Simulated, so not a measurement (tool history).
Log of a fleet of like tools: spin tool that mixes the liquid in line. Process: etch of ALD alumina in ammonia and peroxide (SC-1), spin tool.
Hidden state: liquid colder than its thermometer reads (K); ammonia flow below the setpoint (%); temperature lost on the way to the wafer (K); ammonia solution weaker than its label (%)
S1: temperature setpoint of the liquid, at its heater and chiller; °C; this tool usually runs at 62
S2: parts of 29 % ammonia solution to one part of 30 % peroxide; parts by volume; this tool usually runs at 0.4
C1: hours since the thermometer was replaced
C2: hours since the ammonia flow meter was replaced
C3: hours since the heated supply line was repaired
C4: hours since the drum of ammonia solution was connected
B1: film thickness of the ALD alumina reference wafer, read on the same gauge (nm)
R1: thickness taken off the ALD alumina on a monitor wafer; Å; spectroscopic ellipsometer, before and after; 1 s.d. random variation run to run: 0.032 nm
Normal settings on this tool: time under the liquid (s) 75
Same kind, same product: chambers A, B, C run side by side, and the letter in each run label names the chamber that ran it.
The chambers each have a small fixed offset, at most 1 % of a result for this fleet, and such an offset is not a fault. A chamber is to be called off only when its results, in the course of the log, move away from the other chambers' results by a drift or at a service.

{"run": "1B", "day": 0.262, "S1": 62, "S2": 0.4, "time under the liquid (s)": 75, "C1": 841, "C2": 1604.9, "C3": 289.7, "C4": 77.9, "B1": 50.016, "R1": 76.358}
{"run": "2C", "day": 0.608, "S1": 62, "S2": 0.4, "time under the liquid (s)": 75, "C1": 734.7, "C2": 428.6, "C3": 1654.9, "C4": 630, "B1": 50.044, "R1": 76.401}
{"run": "3A", "day": 0.938, "S1": 62, "S2": 0.4, "time under the liquid (s)": 75, "C1": 34.4, "C2": 767.5, "C3": 2948.8, "C4": 274.4, "B1": 50.039, "R1": 76.238}
{"run": "4B", "day": 1.275, "S1": 62, "S2": 0.4, "time under the liquid (s)": 75, "C1": 865.3, "C2": 1629.2, "C3": 314, "C4": 102.2, "B1": 50.052, "R1": 75.938}
{"run": "5A", "day": 1.45, "S1": 62, "S2": 0.4, "time under the liquid (s)": 75, "C1": 46.7, "C2": 779.8, "C3": 2961.1, "C4": 286.7, "B1": 49.971, "R1": 76.755}
{"run": "6C", "day": 1.617, "S1": 62, "S2": 0.4, "time under the liquid (s)": 75, "C1": 758.9, "C2": 452.8, "C3": 1679.1, "C4": 654.2, "B1": 50.04, "R1": 76.579}
{"run": "7B", "day": 1.875, "S1": 62, "S2": 0.4, "time under the liquid (s)": 75, "C1": 879.7, "C2": 1643.6, "C3": 328.4, "C4": 116.6, "B1": 49.971, "R1": 76.489}
{"run": "8C", "day": 2.229, "S1": 70, "S2": 0.25, "time under the liquid (s)": 75, "C1": 773.6, "C2": 467.5, "C3": 1693.8, "C4": 668.9, "B1": 50.037, "R1": 107.79}
{"run": "9A", "day": 2.617, "S1": 70, "S2": 0.25, "time under the liquid (s)": 75, "C1": 74.7, "C2": 807.8, "C3": 2989.1, "C4": 314.7, "B1": 50.029, "R1": 109.29}
{"run": "10A", "day": 2.958, "S1": 70, "S2": 0.25, "time under the liquid (s)": 75, "C1": 82.9, "C2": 816, "C3": 2997.3, "C4": 322.9, "B1": 50.047, "R1": 109.22}
{"run": "11C", "day": 3.308, "S1": 62, "S2": 0.4, "time under the liquid (s)": 75, "C1": 799.5, "C2": 493.4, "C3": 1719.7, "C4": 694.8, "B1": 49.974, "R1": 75.737}
{"run": "12B", "day": 3.542, "S1": 62, "S2": 0.4, "time under the liquid (s)": 75, "C1": 919.7, "C2": 1683.6, "C3": 368.4, "C4": 156.6, "B1": 49.993, "R1": 76.396}
{"run": "13B", "day": 3.879, "S1": 62, "S2": 0.4, "time under the liquid (s)": 75, "C1": 927.8, "C2": 1691.7, "C3": 376.5, "C4": 164.7, "B1": 50.034, "R1": 76}
{"run": "14C", "day": 4.217, "S1": 62, "S2": 0.4, "time under the liquid (s)": 75, "C1": 821.3, "C2": 515.2, "C3": 1741.5, "C4": 716.6, "B1": 50.016, "R1": 75.801}
{"run": "15A", "day": 4.429, "S1": 62, "S2": 0.4, "time under the liquid (s)": 75, "C1": 118.2, "C2": 851.3, "C3": 3032.6, "C4": 358.2, "B1": 50.015, "R1": 75.805}
{"run": "16C", "day": 4.654, "S1": 62, "S2": 0.4, "time under the liquid (s)": 75, "C1": 831.8, "C2": 525.7, "C3": 1752, "C4": 727.1, "B1": 50.011, "R1": 75.272}
{"run": "17B", "day": 5.033, "S1": 62, "S2": 0.4, "time under the liquid (s)": 75, "C1": 955.5, "C2": 1719.4, "C3": 404.2, "C4": 192.4, "B1": 50.019, "R1": 76.517}
{"run": "18A", "day": 5.279, "S1": 62, "S2": 0.4, "time under the liquid (s)": 75, "C1": 138.6, "C2": 871.7, "C3": 3053, "C4": 378.6, "B1": 50.053, "R1": 76.468}
{"run": "19B", "day": 5.562, "S1": 62, "S2": 0.4, "time under the liquid (s)": 75, "C1": 968.2, "C2": 1732.1, "C3": 416.9, "C4": 205.1, "B1": 50, "R1": 76.157}
{"run": "20C", "day": 5.729, "S1": 62, "S2": 0.4, "time under the liquid (s)": 75, "C1": 857.6, "C2": 551.5, "C3": 1777.8, "C4": 752.9, "B1": 49.992, "R1": 75.047}
{"run": "21A", "day": 5.996, "S1": 62, "S2": 0.4, "time under the liquid (s)": 75, "C1": 155.8, "C2": 888.9, "C3": 3070.2, "C4": 395.8, "B1": 49.98, "R1": 77.304}
{"day": 6.129, "done": "chamber C: new drum of ammonia solution connected"}
{"run": "22A", "day": 6.229, "S1": 62, "S2": 0.4, "time under the liquid (s)": 75, "C1": 161.4, "C2": 894.5, "C3": 3075.8, "C4": 401.4, "B1": 50.012, "R1": 76.854}
{"run": "23B", "day": 6.521, "S1": 62, "S2": 0.4, "time under the liquid (s)": 75, "C1": 991.2, "C2": 1755.1, "C3": 439.9, "C4": 228.1, "B1": 50.012, "R1": 76.126}
{"run": "24C", "day": 6.767, "S1": 70, "S2": 0.4, "time under the liquid (s)": 110, "C1": 882.5, "C2": 576.4, "C3": 1802.7, "C4": 15.4, "B1": 49.977, "R1": 162.85}
{"run": "25B", "day": 7.1, "S1": 70, "S2": 0.4, "time under the liquid (s)": 110, "C1": 1005.1, "C2": 1769, "C3": 453.8, "C4": 242, "B1": 49.997, "R1": 166.85}
{"run": "26A", "day": 7.408, "S1": 70, "S2": 0.4, "time under the liquid (s)": 110, "C1": 189.7, "C2": 922.8, "C3": 3104.1, "C4": 429.7, "B1": 50.035, "R1": 166.67}
{"run": "27C", "day": 7.683, "S1": 62, "S2": 0.4, "time under the liquid (s)": 75, "C1": 904.5, "C2": 598.4, "C3": 1824.7, "C4": 37.4, "B1": 49.966, "R1": 74.466}
{"run": "28A", "day": 8.071, "S1": 62, "S2": 0.4, "time under the liquid (s)": 75, "C1": 205.6, "C2": 938.7, "C3": 3120, "C4": 445.6, "B1": 50.01, "R1": 76.557}
{"run": "29B", "day": 8.425, "S1": 62, "S2": 0.4, "time under the liquid (s)": 75, "C1": 1036.9, "C2": 1800.8, "C3": 485.6, "C4": 273.8, "B1": 49.98, "R1": 75.698}
{"run": "30C", "day": 8.654, "S1": 62, "S2": 0.4, "time under the liquid (s)": 75, "C1": 927.8, "C2": 621.7, "C3": 1848, "C4": 60.7, "B1": 50.04, "R1": 74.023}
{"run": "31A", "day": 8.996, "S1": 62, "S2": 0.4, "time under the liquid (s)": 75, "C1": 227.8, "C2": 960.9, "C3": 3142.2, "C4": 467.8, "B1": 50.04, "R1": 76.966}
{"day": 9.008, "done": "chamber C: thermometer replaced"}
{"run": "32B", "day": 9.25, "S1": 62, "S2": 0.4, "time under the liquid (s)": 75, "C1": 1056.7, "C2": 1820.6, "C3": 505.4, "C4": 293.6, "B1": 50.007, "R1": 76.037}
{"run": "33C", "day": 9.608, "S1": 62, "S2": 0.4, "time under the liquid (s)": 75, "C1": 14.5, "C2": 644.6, "C3": 1870.9, "C4": 83.6, "B1": 49.993, "R1": 73.996}
{"run": "34A", "day": 9.8, "S1": 67, "S2": 0.4, "time under the liquid (s)": 110, "C1": 247.1, "C2": 980.2, "C3": 3161.5, "C4": 487.1, "B1": 49.957, "R1": 143.91}
{"run": "35C", "day": 10.179, "S1": 67, "S2": 0.4, "time under the liquid (s)": 110, "C1": 28.2, "C2": 658.3, "C3": 1884.6, "C4": 97.3, "B1": 50.007, "R1": 137.91}
{"day": 10.258, "done": "chamber B: ammonia flow meter replaced"}
{"run": "36B", "day": 10.367, "S1": 67, "S2": 0.4, "time under the liquid (s)": 110, "C1": 1083.5, "C2": 2.7, "C3": 532.2, "C4": 320.4, "B1": 50.002, "R1": 142.85}
{"run": "37A", "day": 10.612, "S1": 62, "S2": 0.5, "time under the liquid (s)": 55, "C1": 266.6, "C2": 999.7, "C3": 3181, "C4": 506.6, "B1": 50.014, "R1": 57.75}
{"run": "38C", "day": 10.938, "S1": 62, "S2": 0.5, "time under the liquid (s)": 55, "C1": 46.4, "C2": 676.5, "C3": 1902.8, "C4": 115.5, "B1": 49.948, "R1": 54.738}
{"run": "39B", "day": 11.129, "S1": 62, "S2": 0.5, "time under the liquid (s)": 55, "C1": 1101.8, "C2": 21, "C3": 550.5, "C4": 338.7, "B1": 50.01, "R1": 56.968}
{"run": "40B", "day": 11.433, "S1": 62, "S2": 0.4, "time under the liquid (s)": 75, "C1": 1109.1, "C2": 28.3, "C3": 557.8, "C4": 346, "B1": 50.012, "R1": 75.829}
{"run": "41C", "day": 11.817, "S1": 62, "S2": 0.4, "time under the liquid (s)": 75, "C1": 67.5, "C2": 697.6, "C3": 1923.9, "C4": 136.6, "B1": 50.021, "R1": 73.005}

Next, every chamber runs the same settings. What will each give?
{"run": "42A", "day": 12.096, "S1": 62, "S2": 0.4, "time under the liquid (s)": 75, "R1": "?"}
{"run": "42B", "day": 12.096, "S1": 62, "S2": 0.4, "time under the liquid (s)": 75, "R1": "?"}
{"run": "42C", "day": 12.096, "S1": 62, "S2": 0.4, "time under the liquid (s)": 75, "R1": "?"}

run=42A R1=76.536
run=42B R1=76.076
run=42C R1=72.823
